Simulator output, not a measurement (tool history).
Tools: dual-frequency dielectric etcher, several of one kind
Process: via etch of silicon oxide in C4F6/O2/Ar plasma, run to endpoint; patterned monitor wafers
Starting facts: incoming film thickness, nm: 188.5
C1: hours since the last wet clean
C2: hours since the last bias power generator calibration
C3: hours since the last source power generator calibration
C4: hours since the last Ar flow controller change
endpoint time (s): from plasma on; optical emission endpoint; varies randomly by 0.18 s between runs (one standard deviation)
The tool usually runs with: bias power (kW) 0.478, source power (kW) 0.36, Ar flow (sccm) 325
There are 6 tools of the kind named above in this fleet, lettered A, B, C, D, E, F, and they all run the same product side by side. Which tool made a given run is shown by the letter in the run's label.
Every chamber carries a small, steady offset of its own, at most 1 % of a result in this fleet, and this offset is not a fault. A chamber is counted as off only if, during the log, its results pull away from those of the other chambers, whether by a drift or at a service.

Run 1A, day 0.167: usual settings; C1 140.3; C2 3890.5; C3 1145.8; C4 1079.4. Result: endpoint time (s) 44.09.
Run 2C, day 0.417: usual settings; C1 271.8; C2 2677.8; C3 1613.4; C4 2100.7. Result: endpoint time (s) 44.634.
Run 3B, day 0.742: usual settings; C1 174.5; C2 2671.8; C3 620.8; C4 1127.9. Result: endpoint time (s) 43.832.
At day 0.8: chamber F: wet clean of the chamber.
Run 4E, day 1.017: usual settings; C1 240.9; C2 805.4; C3 1038.3; C4 2533.6. Result: endpoint time (s) 44.729.
Run 5F, day 1.208: usual settings; C1 9.9; C2 1542.8; C3 542.6; C4 3331.2. Result: endpoint time (s) 44.538.
Run 6D, day 1.412: usual settings; C1 469.9; C2 693.5; C3 243.7; C4 2038. Result: endpoint time (s) 44.641.
Run 7C, day 1.767: usual settings but bias power (kW) 0.541; C1 304.2; C2 2710.2; C3 1645.8; C4 2133.1. Result: endpoint time (s) 42.363.
Run 8B, day 1.983: usual settings but bias power (kW) 0.541; C1 204.3; C2 2701.6; C3 650.6; C4 1157.7. Result: endpoint time (s) 42.123.
Run 9F, day 2.333: usual settings but bias power (kW) 0.541; C1 36.9; C2 1569.8; C3 569.6; C4 3358.2. Result: endpoint time (s) 42.666.
Run 10E, day 2.517: usual settings but bias power (kW) 0.541; C1 276.9; C2 841.4; C3 1074.3; C4 2569.6. Result: endpoint time (s) 42.528.
Run 11A, day 2.692: usual settings but bias power (kW) 0.541; C1 200.9; C2 3951.1; C3 1206.4; C4 1140. Result: endpoint time (s) 42.012.
Run 12D, day 2.988: usual settings but bias power (kW) 0.541; C1 507.7; C2 731.3; C3 281.5; C4 2075.8. Result: endpoint time (s) 42.252.
Run 13E, day 3.188: usual settings; C1 293; C2 857.5; C3 1090.4; C4 2585.7. Result: endpoint time (s) 44.562.
Run 14A, day 3.479: usual settings; C1 219.8; C2 3970; C3 1225.3; C4 1158.9. Result: endpoint time (s) 43.949.
Run 15D, day 3.792: usual settings; C1 527; C2 750.6; C3 300.8; C4 2095.1. Result: endpoint time (s) 44.288.
Run 16F, day 3.988: usual settings; C1 76.6; C2 1609.5; C3 609.3; C4 3397.9. Result: endpoint time (s) 44.5.
Run 17B, day 4.225: usual settings; C1 258.1; C2 2755.4; C3 704.4; C4 1211.5. Result: endpoint time (s) 44.402.
Run 18C, day 4.45: usual settings; C1 368.6; C2 2774.6; C3 1710.2; C4 2197.5. Result: endpoint time (s) 44.596.
Run 19C, day 4.771: usual settings; C1 376.3; C2 2782.3; C3 1717.9; C4 2205.2. Result: endpoint time (s) 44.351.
Run 20B, day 5.112: usual settings; C1 279.4; C2 2776.7; C3 725.7; C4 1232.8. Result: endpoint time (s) 44.823.
At day 5.179: chamber D: wet clean of the chamber.
Run 21A, day 5.308: usual settings; C1 263.7; C2 4013.9; C3 1269.2; C4 1202.8. Result: endpoint time (s) 43.776.
Run 22D, day 5.471: usual settings; C1 7.1; C2 790.9; C3 341.1; C4 2135.4. Result: endpoint time (s) 44.213.
Run 23F, day 5.808: usual settings; C1 120.3; C2 1653.2; C3 653; C4 3441.6. Result: endpoint time (s) 44.577.
Run 24E, day 5.971: usual settings; C1 359.8; C2 924.3; C3 1157.2; C4 2652.5. Result: endpoint time (s) 44.775.
Run 25A, day 6.188: usual settings; C1 284.8; C2 4035; C3 1290.3; C4 1223.9. Result: endpoint time (s) 43.863.
At day 6.238: chamber E: Ar flow controller replaced.
Run 26D, day 6.438: usual settings; C1 30.3; C2 814.1; C3 364.3; C4 2158.6. Result: endpoint time (s) 44.169.
Run 27F, day 6.725: usual settings; C1 142.3; C2 1675.2; C3 675; C4 3463.6. Result: endpoint time (s) 44.76.
Run 28B, day 6.925: usual settings; C1 322.9; C2 2820.2; C3 769.2; C4 1276.3. Result: endpoint time (s) 45.36.
Run 29C, day 7.267: usual settings; C1 436.2; C2 2842.2; C3 1777.8; C4 2265.1. Result: endpoint time (s) 44.644.
Run 30E, day 7.567: usual settings; C1 398.1; C2 962.6; C3 1195.5; C4 32. Result: endpoint time (s) 44.466.
Run 31B, day 7.862: usual settings but bias power (kW) 0.518, source power (kW) 0.39; C1 345.4; C2 2842.7; C3 791.7; C4 1298.8. Result: endpoint time (s) 42.899.
Run 32D, day 8.067: usual settings but bias power (kW) 0.518, source power (kW) 0.39; C1 69.4; C2 853.2; C3 403.4; C4 2197.7. Result: endpoint time (s) 41.932.
Run 33F, day 8.283: usual settings but bias power (kW) 0.518, source power (kW) 0.39; C1 179.7; C2 1712.6; C3 712.4; C4 3501. Result: endpoint time (s) 41.901.
Run 34C, day 8.575: usual settings but bias power (kW) 0.518, source power (kW) 0.39; C1 467.6; C2 2873.6; C3 1809.2; C4 2296.5. Result: endpoint time (s) 41.774.
Run 35E, day 8.771: usual settings but bias power (kW) 0.518, source power (kW) 0.39; C1 427; C2 991.5; C3 1224.4; C4 60.9. Result: endpoint time (s) 42.009.
Run 36A, day 8.933: usual settings but bias power (kW) 0.518, source power (kW) 0.39; C1 350.7; C2 4100.9; C3 1356.2; C4 1289.8. Result: endpoint time (s) 41.418.
Run 37F, day 9.121: usual settings; C1 199.8; C2 1732.7; C3 732.5; C4 3521.1. Result: endpoint time (s) 44.363.
Run 38B, day 9.354: usual settings; C1 381.2; C2 2878.5; C3 827.5; C4 1334.6. Result: endpoint time (s) 45.723.
Run 39A, day 9.6: usual settings; C1 366.7; C2 4116.9; C3 1372.2; C4 1305.8. Result: endpoint time (s) 43.775.
Run 40D, day 9.871: usual settings; C1 112.7; C2 896.5; C3 446.7; C4 2241. Result: endpoint time (s) 43.996.
Run 41C, day 10.071: usual settings; C1 503.5; C2 2909.5; C3 1845.1; C4 2332.4. Result: endpoint time (s) 44.405.
Run 42E, day 10.304: usual settings but source power (kW) 0.28; C1 463.8; C2 1028.3; C3 1261.2; C4 97.7. Result: endpoint time (s) 49.045.
At day 10.442: chamber F: bias power generator calibrated.
At day 10.462: chamber C: wet clean of the chamber.
Run 43F, day 10.654: usual settings but source power (kW) 0.28; C1 236.6; C2 5.1; C3 769.3; C4 3557.9. Result: endpoint time (s) 49.175.
Run 44C, day 10.967: usual settings but source power (kW) 0.28; C1 12.1; C2 2931; C3 1866.6; C4 2353.9. Result: endpoint time (s) 49.038.

For the next run the whole fleet of 6 chambers uses the same settings. Give each chamber's results:
Run 45A, day 11.229: usual settings but bias power (kW) 0.383. Result: endpoint time (s) ?.
Run 45B, day 11.229: usual settings but bias power (kW) 0.383. Result: endpoint time (s) ?.
Run 45C, day 11.229: usual settings but bias power (kW) 0.383. Result: endpoint time (s) ?.
Run 45D, day 11.229: usual settings but bias power (kW) 0.383. Result: endpoint time (s) ?.
Run 45E, day 11.229: usual settings but bias power (kW) 0.383. Result: endpoint time (s) ?.
Run 45F, day 11.229: usual settings but bias power (kW) 0.383. Result: endpoint time (s) ?.

run  endpoint time (s)
45A             47.499
45B             50.526
45C             48.167
45D             48.039
45E             48.404
45F             48.183
